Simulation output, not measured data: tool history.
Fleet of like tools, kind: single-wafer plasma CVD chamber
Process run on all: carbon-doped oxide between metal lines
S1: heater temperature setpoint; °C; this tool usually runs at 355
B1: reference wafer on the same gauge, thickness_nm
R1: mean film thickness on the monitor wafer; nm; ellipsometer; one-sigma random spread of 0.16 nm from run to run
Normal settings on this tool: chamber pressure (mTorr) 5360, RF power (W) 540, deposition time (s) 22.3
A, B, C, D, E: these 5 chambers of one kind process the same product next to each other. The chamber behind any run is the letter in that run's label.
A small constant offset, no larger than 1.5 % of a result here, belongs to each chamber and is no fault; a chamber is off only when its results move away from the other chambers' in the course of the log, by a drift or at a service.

run 1A day=0.429 | S1=355 chamber_pressure_(mTorr)=5360 RF_power_(W)=540 deposition_time_(s)=22.3 | B1=120.98 | R1=119.39
run 2D day=0.875 | S1=355 chamber_pressure_(mTorr)=5360 RF_power_(W)=540 deposition_time_(s)=22.3 | B1=120.95 | R1=118.87
run 3E day=1.254 | S1=355 chamber_pressure_(mTorr)=5360 RF_power_(W)=540 deposition_time_(s)=22.3 | B1=120.92 | R1=120.56
run 4C day=1.688 | S1=355 chamber_pressure_(mTorr)=5360 RF_power_(W)=540 deposition_time_(s)=22.3 | B1=120.91 | R1=117.98
run 5B day=2.033 | S1=355 chamber_pressure_(mTorr)=5360 RF_power_(W)=540 deposition_time_(s)=22.3 | B1=120.93 | R1=119.20
run 6B day=2.342 | S1=355 chamber_pressure_(mTorr)=5360 RF_power_(W)=540 deposition_time_(s)=22.3 | B1=120.87 | R1=118.99
run 7D day=2.871 | S1=355 chamber_pressure_(mTorr)=6080 RF_power_(W)=445 deposition_time_(s)=22.3 | B1=120.85 | R1=106.15
run 8A day=3.221 | S1=355 chamber_pressure_(mTorr)=6080 RF_power_(W)=445 deposition_time_(s)=22.3 | B1=120.85 | R1=106.62
run 9C day=3.596 | S1=355 chamber_pressure_(mTorr)=6080 RF_power_(W)=445 deposition_time_(s)=22.3 | B1=120.79 | R1=105.54
run 10E day=3.900 | S1=355 chamber_pressure_(mTorr)=6080 RF_power_(W)=445 deposition_time_(s)=22.3 | B1=120.81 | R1=108.36
-- day=3.962 chamber C: RF generator calibrated
run 11A day=4.379 | S1=355 chamber_pressure_(mTorr)=6080 RF_power_(W)=445 deposition_time_(s)=22.3 | B1=120.80 | R1=106.66
run 12C day=4.929 | S1=355 chamber_pressure_(mTorr)=5360 RF_power_(W)=540 deposition_time_(s)=22.3 | B1=120.74 | R1=117.76
run 13D day=5.342 | S1=355 chamber_pressure_(mTorr)=5360 RF_power_(W)=625 deposition_time_(s)=24.2 | B1=120.76 | R1=140.47
run 14E day=5.775 | S1=355 chamber_pressure_(mTorr)=5360 RF_power_(W)=625 deposition_time_(s)=24.2 | B1=120.74 | R1=142.68
run 15B day=6.129 | S1=355 chamber_pressure_(mTorr)=5360 RF_power_(W)=625 deposition_time_(s)=24.2 | B1=120.74 | R1=140.90
run 16C day=6.471 | S1=355 chamber_pressure_(mTorr)=5360 RF_power_(W)=625 deposition_time_(s)=24.2 | B1=120.69 | R1=139.46
run 17B day=7.017 | S1=355 chamber_pressure_(mTorr)=5360 RF_power_(W)=625 deposition_time_(s)=24.2 | B1=120.63 | R1=140.83
run 18A day=7.575 | S1=355 chamber_pressure_(mTorr)=5360 RF_power_(W)=540 deposition_time_(s)=22.3 | B1=120.67 | R1=118.93
run 19E day=8.125 | S1=355 chamber_pressure_(mTorr)=5360 RF_power_(W)=540 deposition_time_(s)=22.3 | B1=120.61 | R1=120.11
run 20D day=8.488 | S1=355 chamber_pressure_(mTorr)=5360 RF_power_(W)=540 deposition_time_(s)=22.3 | B1=120.61 | R1=118.21
run 21A day=8.946 | S1=355 chamber_pressure_(mTorr)=5360 RF_power_(W)=540 deposition_time_(s)=22.3 | B1=120.60 | R1=118.48
run 22E day=9.258 | S1=355 chamber_pressure_(mTorr)=5360 RF_power_(W)=540 deposition_time_(s)=22.3 | B1=120.61 | R1=120.11
run 23C day=9.725 | S1=368 chamber_pressure_(mTorr)=6480 RF_power_(W)=540 deposition_time_(s)=22.3 | B1=120.56 | R1=116.28
run 24B day=10.104 | S1=368 chamber_pressure_(mTorr)=6480 RF_power_(W)=540 deposition_time_(s)=22.3 | B1=120.54 | R1=117.11
run 25D day=10.450 | S1=368 chamber_pressure_(mTorr)=6480 RF_power_(W)=540 deposition_time_(s)=22.3 | B1=120.48 | R1=116.86
run 26C day=10.854 | S1=368 chamber_pressure_(mTorr)=6480 RF_power_(W)=540 deposition_time_(s)=22.3 | B1=120.45 | R1=116.33
run 27D day=11.412 | S1=368 chamber_pressure_(mTorr)=6480 RF_power_(W)=540 deposition_time_(s)=22.3 | B1=120.51 | R1=116.84
run 28A day=11.692 | S1=355 chamber_pressure_(mTorr)=5360 RF_power_(W)=540 deposition_time_(s)=22.3 | B1=120.44 | R1=118.54
run 29E day=12.179 | S1=355 chamber_pressure_(mTorr)=5360 RF_power_(W)=540 deposition_time_(s)=22.3 | B1=120.42 | R1=120.02
run 30B day=12.450 | S1=355 chamber_pressure_(mTorr)=5360 RF_power_(W)=485 deposition_time_(s)=20.1 | B1=120.45 | R1=100.17
run 31E day=12.992 | S1=355 chamber_pressure_(mTorr)=5360 RF_power_(W)=485 deposition_time_(s)=20.1 | B1=120.38 | R1=101.75
run 32B day=13.296 | S1=355 chamber_pressure_(mTorr)=5360 RF_power_(W)=485 deposition_time_(s)=20.1 | B1=120.40 | R1=100.25

Is one chamber off against the others, does the gauge drift, or is nothing wrong? If a chamber is off, say which, and what the likeliest cause is.

The shared gauge is drifting. All chambers look as if they move in step, but none is off.
Likeliest cause: gauge reads low (%) = 0.539.
